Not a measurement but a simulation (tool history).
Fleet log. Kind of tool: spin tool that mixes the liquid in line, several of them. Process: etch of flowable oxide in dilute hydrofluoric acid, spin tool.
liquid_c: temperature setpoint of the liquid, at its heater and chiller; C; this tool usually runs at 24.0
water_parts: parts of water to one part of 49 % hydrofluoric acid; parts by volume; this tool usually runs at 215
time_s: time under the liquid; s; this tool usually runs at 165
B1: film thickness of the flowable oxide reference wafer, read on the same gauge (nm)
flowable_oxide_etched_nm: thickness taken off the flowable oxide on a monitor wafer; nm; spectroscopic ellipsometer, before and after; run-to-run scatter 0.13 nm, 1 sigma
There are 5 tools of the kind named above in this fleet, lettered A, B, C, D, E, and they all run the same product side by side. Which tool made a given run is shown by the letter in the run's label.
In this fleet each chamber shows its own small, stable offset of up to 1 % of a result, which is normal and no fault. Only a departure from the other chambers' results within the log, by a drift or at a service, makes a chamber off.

{"run": "1A", "day": 0.146, "liquid_c": 24.0, "water_parts": 215, "time_s": 165, "B1": 50.035, "flowable_oxide_etched_nm": 30.205}
{"run": "2C", "day": 0.271, "liquid_c": 24.0, "water_parts": 215, "time_s": 165, "B1": 50.025, "flowable_oxide_etched_nm": 30.104}
{"run": "3D", "day": 0.408, "liquid_c": 24.0, "water_parts": 215, "time_s": 165, "B1": 49.991, "flowable_oxide_etched_nm": 30.18}
{"run": "4B", "day": 0.588, "liquid_c": 24.0, "water_parts": 215, "time_s": 165, "B1": 50.015, "flowable_oxide_etched_nm": 29.899}
{"run": "5E", "day": 0.796, "liquid_c": 24.0, "water_parts": 215, "time_s": 165, "B1": 49.97, "flowable_oxide_etched_nm": 29.992}
{"run": "6A", "day": 0.917, "liquid_c": 24.0, "water_parts": 215, "time_s": 165, "B1": 50.001, "flowable_oxide_etched_nm": 29.981}
{"run": "7B", "day": 1.108, "liquid_c": 24.0, "water_parts": 215, "time_s": 165, "B1": 49.989, "flowable_oxide_etched_nm": 29.646}
{"run": "8C", "day": 1.296, "liquid_c": 28.5, "water_parts": 155, "time_s": 165, "B1": 49.983, "flowable_oxide_etched_nm": 52.808}
{"run": "9D", "day": 1.525, "liquid_c": 28.5, "water_parts": 155, "time_s": 165, "B1": 50.033, "flowable_oxide_etched_nm": 52.582}
{"run": "10E", "day": 1.675, "liquid_c": 28.5, "water_parts": 155, "time_s": 165, "B1": 49.99, "flowable_oxide_etched_nm": 52.95}
{"run": "11C", "day": 1.883, "liquid_c": 28.5, "water_parts": 155, "time_s": 165, "B1": 49.96, "flowable_oxide_etched_nm": 52.708}
{"run": "12E", "day": 2.025, "liquid_c": 28.5, "water_parts": 155, "time_s": 165, "B1": 50.06, "flowable_oxide_etched_nm": 52.768}
{"run": "13D", "day": 2.229, "liquid_c": 24.0, "water_parts": 215, "time_s": 165, "B1": 49.987, "flowable_oxide_etched_nm": 30.023}
{"run": "14A", "day": 2.362, "liquid_c": 19.5, "water_parts": 215, "time_s": 235, "B1": 50.008, "flowable_oxide_etched_nm": 36.067}
{"day": 2.488, "done": "chamber E: hydrofluoric acid flow meter replaced"}
{"run": "15B", "day": 2.562, "liquid_c": 19.5, "water_parts": 215, "time_s": 235, "B1": 50.034, "flowable_oxide_etched_nm": 36.068}
{"run": "16B", "day": 2.717, "liquid_c": 19.5, "water_parts": 215, "time_s": 235, "B1": 49.964, "flowable_oxide_etched_nm": 36.346}
{"run": "17A", "day": 2.938, "liquid_c": 19.5, "water_parts": 215, "time_s": 235, "B1": 50.03, "flowable_oxide_etched_nm": 35.656}
{"run": "18D", "day": 3.104, "liquid_c": 19.5, "water_parts": 215, "time_s": 235, "B1": 50.007, "flowable_oxide_etched_nm": 35.998}
{"run": "19E", "day": 3.225, "liquid_c": 24.0, "water_parts": 215, "time_s": 165, "B1": 49.997, "flowable_oxide_etched_nm": 29.971}
{"run": "20C", "day": 3.45, "liquid_c": 24.0, "water_parts": 215, "time_s": 165, "B1": 49.997, "flowable_oxide_etched_nm": 30.011}
{"run": "21C", "day": 3.6, "liquid_c": 24.0, "water_parts": 215, "time_s": 165, "B1": 49.978, "flowable_oxide_etched_nm": 30.308}
{"run": "22E", "day": 3.754, "liquid_c": 24.0, "water_parts": 215, "time_s": 165, "B1": 50.018, "flowable_oxide_etched_nm": 30.061}
{"run": "23B", "day": 3.967, "liquid_c": 24.0, "water_parts": 215, "time_s": 165, "B1": 49.97, "flowable_oxide_etched_nm": 29.791}
{"run": "24A", "day": 4.083, "liquid_c": 24.0, "water_parts": 215, "time_s": 165, "B1": 50.006, "flowable_oxide_etched_nm": 29.265}
{"run": "25D", "day": 4.283, "liquid_c": 28.0, "water_parts": 215, "time_s": 205, "B1": 50.026, "flowable_oxide_etched_nm": 43.152}
{"run": "26E", "day": 4.467, "liquid_c": 28.0, "water_parts": 215, "time_s": 205, "B1": 49.977, "flowable_oxide_etched_nm": 42.937}
{"run": "27A", "day": 4.696, "liquid_c": 28.0, "water_parts": 215, "time_s": 205, "B1": 50.027, "flowable_oxide_etched_nm": 41.622}
{"run": "28B", "day": 4.842, "liquid_c": 28.0, "water_parts": 215, "time_s": 205, "B1": 50.038, "flowable_oxide_etched_nm": 42.755}
{"run": "29D", "day": 4.971, "liquid_c": 28.0, "water_parts": 215, "time_s": 205, "B1": 50.02, "flowable_oxide_etched_nm": 43.202}
{"run": "30C", "day": 5.104, "liquid_c": 22.0, "water_parts": 215, "time_s": 165, "B1": 49.981, "flowable_oxide_etched_nm": 28.091}
{"run": "31C", "day": 5.208, "liquid_c": 22.0, "water_parts": 215, "time_s": 165, "B1": 50.004, "flowable_oxide_etched_nm": 28.081}
{"run": "32B", "day": 5.396, "liquid_c": 22.0, "water_parts": 215, "time_s": 165, "B1": 49.995, "flowable_oxide_etched_nm": 27.623}
{"run": "33A", "day": 5.608, "liquid_c": 22.0, "water_parts": 215, "time_s": 165, "B1": 50.04, "flowable_oxide_etched_nm": 26.821}
{"run": "34D", "day": 5.708, "liquid_c": 22.0, "water_parts": 215, "time_s": 165, "B1": 50.023, "flowable_oxide_etched_nm": 27.881}
{"run": "35E", "day": 5.883, "liquid_c": 24.0, "water_parts": 215, "time_s": 165, "B1": 50.011, "flowable_oxide_etched_nm": 29.926}
{"run": "36E", "day": 6.083, "liquid_c": 24.0, "water_parts": 215, "time_s": 165, "B1": 49.947, "flowable_oxide_etched_nm": 29.938}
{"run": "37D", "day": 6.221, "liquid_c": 24.0, "water_parts": 215, "time_s": 165, "B1": 50.036, "flowable_oxide_etched_nm": 30.056}
{"run": "38A", "day": 6.433, "liquid_c": 24.0, "water_parts": 215, "time_s": 165, "B1": 50.056, "flowable_oxide_etched_nm": 28.612}
{"run": "39C", "day": 6.658, "liquid_c": 24.0, "water_parts": 215, "time_s": 165, "B1": 49.981, "flowable_oxide_etched_nm": 30.333}
{"run": "40B", "day": 6.783, "liquid_c": 24.0, "water_parts": 215, "time_s": 165, "B1": 50.044, "flowable_oxide_etched_nm": 29.742}
{"run": "41B", "day": 6.958, "liquid_c": 24.0, "water_parts": 215, "time_s": 165, "B1": 50.002, "flowable_oxide_etched_nm": 29.857}
{"run": "42D", "day": 7.075, "liquid_c": 24.0, "water_parts": 215, "time_s": 165, "B1": 50.014, "flowable_oxide_etched_nm": 29.764}
{"run": "43A", "day": 7.192, "liquid_c": 24.0, "water_parts": 215, "time_s": 165, "B1": 49.964, "flowable_oxide_etched_nm": 28.416}

Each of the 5 chambers runs these same settings next. Fill in every chamber's results:
{"run": "44A", "day": 7.354, "liquid_c": 24.0, "water_parts": 215, "time_s": 165, "flowable_oxide_etched_nm": "?"}
{"run": "44B", "day": 7.354, "liquid_c": 24.0, "water_parts": 215, "time_s": 165, "flowable_oxide_etched_nm": "?"}
{"run": "44C", "day": 7.354, "liquid_c": 24.0, "water_parts": 215, "time_s": 165, "flowable_oxide_etched_nm": "?"}
{"run": "44D", "day": 7.354, "liquid_c": 24.0, "water_parts": 215, "time_s": 165, "flowable_oxide_etched_nm": "?"}
{"run": "44E", "day": 7.354, "liquid_c": 24.0, "water_parts": 215, "time_s": 165, "flowable_oxide_etched_nm": "?"}

run=44A flowable_oxide_etched_nm=28.468
run=44B flowable_oxide_etched_nm=29.842
run=44C flowable_oxide_etched_nm=30.085
run=44D flowable_oxide_etched_nm=30.161
run=44E flowable_oxide_etched_nm=29.676
